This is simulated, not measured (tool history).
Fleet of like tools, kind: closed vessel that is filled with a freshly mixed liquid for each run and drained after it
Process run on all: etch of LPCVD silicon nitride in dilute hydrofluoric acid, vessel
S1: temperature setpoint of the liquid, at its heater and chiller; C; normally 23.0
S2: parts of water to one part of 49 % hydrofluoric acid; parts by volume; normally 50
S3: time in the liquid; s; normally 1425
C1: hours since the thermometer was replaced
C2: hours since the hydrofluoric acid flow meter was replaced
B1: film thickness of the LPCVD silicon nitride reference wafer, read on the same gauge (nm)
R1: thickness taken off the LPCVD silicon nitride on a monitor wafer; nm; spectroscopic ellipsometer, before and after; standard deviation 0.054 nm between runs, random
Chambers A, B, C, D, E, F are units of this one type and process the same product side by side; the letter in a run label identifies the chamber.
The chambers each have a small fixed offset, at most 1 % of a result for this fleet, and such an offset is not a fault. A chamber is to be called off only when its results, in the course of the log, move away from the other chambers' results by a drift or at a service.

| run | day | S1 | S2 | S3 | C1 | C2 | B1 | R1 |
|---|---|---|---|---|---|---|---|---|
| 1A | 0.325 | 23.0 | 50 | 1425 | 182.6 | 26.0 | 129.97 | 12.9860 |
| 2D | 0.629 | 23.0 | 50 | 1425 | 967.8 | 1867.9 | 129.99 | 13.0970 |
| 3F | 0.808 | 23.0 | 50 | 1425 | 683.2 | 628.7 | 130.00 | 13.0810 |
| 4C | 1.017 | 23.0 | 50 | 1425 | 277.9 | 533.1 | 129.99 | 13.1710 |
| 5E | 1.333 | 23.0 | 50 | 1425 | 1109.2 | 479.8 | 129.97 | 12.9350 |
| 6B | 1.554 | 23.0 | 50 | 1425 | 1788.0 | 89.7 | 129.99 | 13.1990 |
| 7F | 1.862 | 25.5 | 50 | 1425 | 708.5 | 654.0 | 129.96 | 15.5640 |
| 8B | 2.021 | 25.5 | 50 | 1425 | 1799.2 | 100.9 | 129.99 | 15.6060 |
| 9C | 2.271 | 25.5 | 50 | 1425 | 308.0 | 563.2 | 130.02 | 15.5920 |
| 10D | 2.529 | 25.5 | 50 | 1425 | 1013.4 | 1913.5 | 130.03 | 15.5420 |
| 11E | 2.754 | 25.5 | 50 | 1425 | 1143.3 | 513.9 | 130.02 | 15.4960 |
| 12A | 2.929 | 25.5 | 50 | 1425 | 245.1 | 88.5 | 129.99 | 15.4470 |
| 13D | 3.183 | 23.0 | 50 | 1425 | 1029.1 | 1929.2 | 130.03 | 13.0410 |
| 14E | 3.379 | 23.0 | 50 | 1425 | 1158.3 | 528.9 | 130.03 | 13.0920 |
| 15C | 3.567 | 23.0 | 50 | 1425 | 339.1 | 594.3 | 129.97 | 13.1380 |
| 16F | 3.738 | 23.0 | 50 | 1425 | 753.5 | 699.0 | 129.99 | 13.2540 |
| 17B | 3.942 | 23.0 | 50 | 1425 | 1845.3 | 147.0 | 129.98 | 13.2330 |
| 18A | 4.262 | 23.0 | 50 | 1425 | 277.1 | 120.5 | 129.93 | 13.0070 |
| 19D | 4.542 | 23.0 | 50 | 1425 | 1061.7 | 1961.8 | 129.97 | 13.0110 |
| 20F | 4.858 | 23.0 | 50 | 1425 | 780.4 | 725.9 | 130.03 | 13.0760 |
| 21C | 5.092 | 23.0 | 50 | 1425 | 375.7 | 630.9 | 129.99 | 13.1110 |
| 22A | 5.362 | 21.5 | 50 | 1425 | 303.5 | 146.9 | 130.01 | 11.6530 |
| 23E | 5.646 | 21.5 | 50 | 1425 | 1212.7 | 583.3 | 129.96 | 11.8430 |
| 24B | 5.929 | 21.5 | 50 | 1425 | 1893.0 | 194.7 | 129.99 | 11.7640 |
| 25B | 6.125 | 21.5 | 50 | 1425 | 1897.7 | 199.4 | 129.96 | 11.8670 |
| 26A | 6.338 | 21.5 | 50 | 1425 | 326.9 | 170.3 | 130.00 | 11.6830 |
| 27C | 6.500 | 21.5 | 50 | 1425 | 409.5 | 664.7 | 130.01 | 11.7590 |
| 28D | 6.788 | 23.0 | 50 | 1425 | 1115.6 | 2015.7 | 129.94 | 13.0910 |
|  | 6.971 | chamber E: hydrofluoric acid flow meter replaced |
| 29F | 7.100 | 23.0 | 50 | 1425 | 834.2 | 779.7 | 129.99 | 13.1600 |
| 30E | 7.375 | 23.0 | 50 | 1425 | 1254.2 | 9.8 | 130.05 | 12.9150 |
| 31F | 7.688 | 23.0 | 50 | 1425 | 848.3 | 793.8 | 130.04 | 13.0890 |
| 32C | 7.929 | 23.0 | 50 | 1425 | 443.8 | 699.0 | 129.97 | 12.9760 |
|  | 8.029 | chamber D: hydrofluoric acid flow meter replaced |
| 33E | 8.138 | 27.0 | 60 | 1425 | 1272.5 | 28.1 | 130.01 | 14.0470 |
| 34D | 8.375 | 27.0 | 60 | 1425 | 1153.7 | 8.3 | 130.00 | 14.3020 |
| 35A | 8.588 | 27.0 | 60 | 1425 | 380.9 | 224.3 | 129.96 | 14.2640 |
| 36B | 8.825 | 27.0 | 60 | 1425 | 1962.5 | 264.2 | 129.96 | 14.4570 |
| 37B | 9.062 | 27.0 | 60 | 1425 | 1968.2 | 269.9 | 129.94 | 14.4180 |
| 38E | 9.262 | 27.0 | 60 | 1425 | 1299.5 | 55.1 | 129.99 | 14.1730 |
| 39D | 9.512 | 23.0 | 50 | 1425 | 1181.0 | 35.6 | 130.00 | 13.0650 |
| 40C | 9.850 | 23.0 | 50 | 1425 | 489.9 | 745.1 | 130.01 | 12.8730 |
| 41A | 9.996 | 19.0 | 50 | 1425 | 414.7 | 258.1 | 130.00 | 9.8201 |

Each of the 6 chambers runs these same settings next. Fill in every chamber's results:
| 42A | 10.238 | 23.0 | 70 | 1425 |  |  |  | ? |
| 42B | 10.238 | 23.0 | 70 | 1425 |  |  |  | ? |
| 42C | 10.238 | 23.0 | 70 | 1425 |  |  |  | ? |
| 42D | 10.238 | 23.0 | 70 | 1425 |  |  |  | ? |
| 42E | 10.238 | 23.0 | 70 | 1425 |  |  |  | ? |
| 42F | 10.238 | 23.0 | 70 | 1425 |  |  |  | ? |

| run | R1 |
|---|---|
| 42A | 9.3018 |
| 42B | 9.5499 |
| 42C | 9.1854 |
| 42D | 9.3689 |
| 42E | 9.3235 |
| 42F | 9.4215 |
